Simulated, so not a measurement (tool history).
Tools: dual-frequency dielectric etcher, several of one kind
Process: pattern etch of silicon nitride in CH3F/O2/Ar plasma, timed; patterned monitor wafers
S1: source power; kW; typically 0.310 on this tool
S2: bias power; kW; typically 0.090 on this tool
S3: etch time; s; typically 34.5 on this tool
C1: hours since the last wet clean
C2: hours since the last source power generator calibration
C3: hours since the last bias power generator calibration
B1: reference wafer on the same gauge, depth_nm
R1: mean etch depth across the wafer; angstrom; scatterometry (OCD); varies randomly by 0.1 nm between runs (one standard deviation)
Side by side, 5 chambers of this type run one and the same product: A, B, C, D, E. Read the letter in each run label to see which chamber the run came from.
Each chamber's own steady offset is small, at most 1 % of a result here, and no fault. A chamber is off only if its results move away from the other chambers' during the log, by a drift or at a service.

run 1D hour=10.3 | S1=0.310 S2=0.090 S3=34.5 | C1=278.7 C2=1310.3 C3=1375.8 | B1=24.504 | R1=235.82
run 2C hour=19.8 | S1=0.310 S2=0.090 S3=34.5 | C1=174.1 C2=2588.7 C3=1456.3 | B1=24.503 | R1=236.08
-- hour=21.2 chamber E: bias power generator calibrated
run 3A hour=29.4 | S1=0.310 S2=0.090 S3=34.5 | C1=366.1 C2=311.7 C3=248.7 | B1=24.505 | R1=238.62
run 4B hour=39.5 | S1=0.310 S2=0.090 S3=34.5 | C1=436.0 C2=1135.8 C3=1280.2 | B1=24.490 | R1=236.76
run 5E hour=46.1 | S1=0.380 S2=0.081 S3=34.5 | C1=239.2 C2=1118.5 C3=24.9 | B1=24.480 | R1=244.35
run 6D hour=55.1 | S1=0.380 S2=0.081 S3=34.5 | C1=323.5 C2=1355.1 C3=1420.6 | B1=24.518 | R1=245.75
run 7A hour=61.1 | S1=0.380 S2=0.081 S3=34.5 | C1=397.8 C2=343.4 C3=280.4 | B1=24.492 | R1=247.87
run 8C hour=67.5 | S1=0.380 S2=0.081 S3=34.5 | C1=221.8 C2=2636.4 C3=1504.0 | B1=24.510 | R1=248.20
run 9B hour=75.6 | S1=0.380 S2=0.081 S3=34.5 | C1=472.1 C2=1171.9 C3=1316.3 | B1=24.533 | R1=247.49
-- hour=77.1 chamber B: wet clean of the chamber
run 10E hour=84.8 | S1=0.310 S2=0.090 S3=34.5 | C1=277.9 C2=1157.2 C3=63.6 | B1=24.509 | R1=238.42
run 11E hour=94.1 | S1=0.310 S2=0.090 S3=34.5 | C1=287.2 C2=1166.5 C3=72.9 | B1=24.477 | R1=237.03
run 12A hour=104.2 | S1=0.310 S2=0.090 S3=34.5 | C1=440.9 C2=386.5 C3=323.5 | B1=24.519 | R1=238.68
-- hour=104.6 chamber A: wet clean of the chamber
run 13D hour=110.5 | S1=0.310 S2=0.090 S3=34.5 | C1=378.9 C2=1410.5 C3=1476.0 | B1=24.495 | R1=236.88
run 14B hour=116.6 | S1=0.310 S2=0.090 S3=34.5 | C1=39.6 C2=1212.9 C3=1357.3 | B1=24.504 | R1=239.85
run 15C hour=121.5 | S1=0.310 S2=0.090 S3=34.5 | C1=275.8 C2=2690.4 C3=1558.0 | B1=24.497 | R1=237.30
run 16B hour=126.6 | S1=0.310 S2=0.090 S3=34.5 | C1=49.6 C2=1222.9 C3=1367.3 | B1=24.494 | R1=240.22
run 17D hour=134.4 | S1=0.310 S2=0.090 S3=34.5 | C1=402.8 C2=1434.4 C3=1499.9 | B1=24.507 | R1=236.29
run 18E hour=139.1 | S1=0.310 S2=0.090 S3=34.5 | C1=332.2 C2=1211.5 C3=117.9 | B1=24.475 | R1=236.71
run 19A hour=143.9 | S1=0.340 S2=0.090 S3=34.5 | C1=39.3 C2=426.2 C3=363.2 | B1=24.480 | R1=259.42
run 20C hour=149.3 | S1=0.340 S2=0.090 S3=34.5 | C1=303.6 C2=2718.2 C3=1585.8 | B1=24.516 | R1=244.38
run 21B hour=159.4 | S1=0.340 S2=0.090 S3=34.5 | C1=82.4 C2=1255.7 C3=1400.1 | B1=24.472 | R1=248.12
run 22C hour=167.5 | S1=0.340 S2=0.090 S3=34.5 | C1=321.8 C2=2736.4 C3=1604.0 | B1=24.462 | R1=242.71
run 23D hour=172.8 | S1=0.340 S2=0.090 S3=34.5 | C1=441.2 C2=1472.8 C3=1538.3 | B1=24.495 | R1=244.70
run 24E hour=181.0 | S1=0.310 S2=0.090 S3=34.5 | C1=374.1 C2=1253.4 C3=159.8 | B1=24.500 | R1=237.36
run 25A hour=187.0 | S1=0.310 S2=0.090 S3=34.5 | C1=82.4 C2=469.3 C3=406.3 | B1=24.496 | R1=250.99
run 26A hour=196.7 | S1=0.310 S2=0.090 S3=34.5 | C1=92.1 C2=479.0 C3=416.0 | B1=24.504 | R1=250.33
run 27E hour=203.4 | S1=0.310 S2=0.090 S3=34.5 | C1=396.5 C2=1275.8 C3=182.2 | B1=24.499 | R1=238.58
run 28B hour=210.4 | S1=0.310 S2=0.090 S3=34.5 | C1=133.4 C2=1306.7 C3=1451.1 | B1=24.507 | R1=239.72
run 29D hour=219.7 | S1=0.310 S2=0.090 S3=34.5 | C1=488.1 C2=1519.7 C3=1585.2 | B1=24.485 | R1=235.79
run 30C hour=226.9 | S1=0.310 S2=0.090 S3=34.5 | C1=381.2 C2=2795.8 C3=1663.4 | B1=24.512 | R1=236.34
run 31E hour=234.1 | S1=0.310 S2=0.090 S3=34.5 | C1=427.2 C2=1306.5 C3=212.9 | B1=24.511 | R1=237.83
run 32C hour=240.7 | S1=0.310 S2=0.090 S3=34.5 | C1=395.0 C2=2809.6 C3=1677.2 | B1=24.492 | R1=237.88
run 33D hour=250.5 | S1=0.310 S2=0.090 S3=34.5 | C1=518.9 C2=1550.5 C3=1616.0 | B1=24.486 | R1=235.79
run 34B hour=255.4 | S1=0.310 S2=0.090 S3=34.5 | C1=178.4 C2=1351.7 C3=1496.1 | B1=24.499 | R1=239.21
run 35A hour=260.7 | S1=0.310 S2=0.090 S3=34.5 | C1=156.1 C2=543.0 C3=480.0 | B1=24.493 | R1=250.28
run 36A hour=270.0 | S1=0.310 S2=0.090 S3=34.5 | C1=165.4 C2=552.3 C3=489.3 | B1=24.505 | R1=249.64
run 37B hour=277.6 | S1=0.230 S2=0.090 S3=34.5 | C1=200.6 C2=1373.9 C3=1518.3 | B1=24.488 | R1=214.63

Predict what each chamber gives when all 5 of them run the settings below next.
run 38A hour=285.0 | S1=0.310 S2=0.090 S3=34.5 | R1=?
run 38B hour=285.0 | S1=0.310 S2=0.090 S3=34.5 | R1=?
run 38C hour=285.0 | S1=0.310 S2=0.090 S3=34.5 | R1=?
run 38D hour=285.0 | S1=0.310 S2=0.090 S3=34.5 | R1=?
run 38E hour=285.0 | S1=0.310 S2=0.090 S3=34.5 | R1=?

run=38A R1=250.48
run=38B R1=239.09
run=38C R1=237.83
run=38D R1=236.69
run=38E R1=236.27

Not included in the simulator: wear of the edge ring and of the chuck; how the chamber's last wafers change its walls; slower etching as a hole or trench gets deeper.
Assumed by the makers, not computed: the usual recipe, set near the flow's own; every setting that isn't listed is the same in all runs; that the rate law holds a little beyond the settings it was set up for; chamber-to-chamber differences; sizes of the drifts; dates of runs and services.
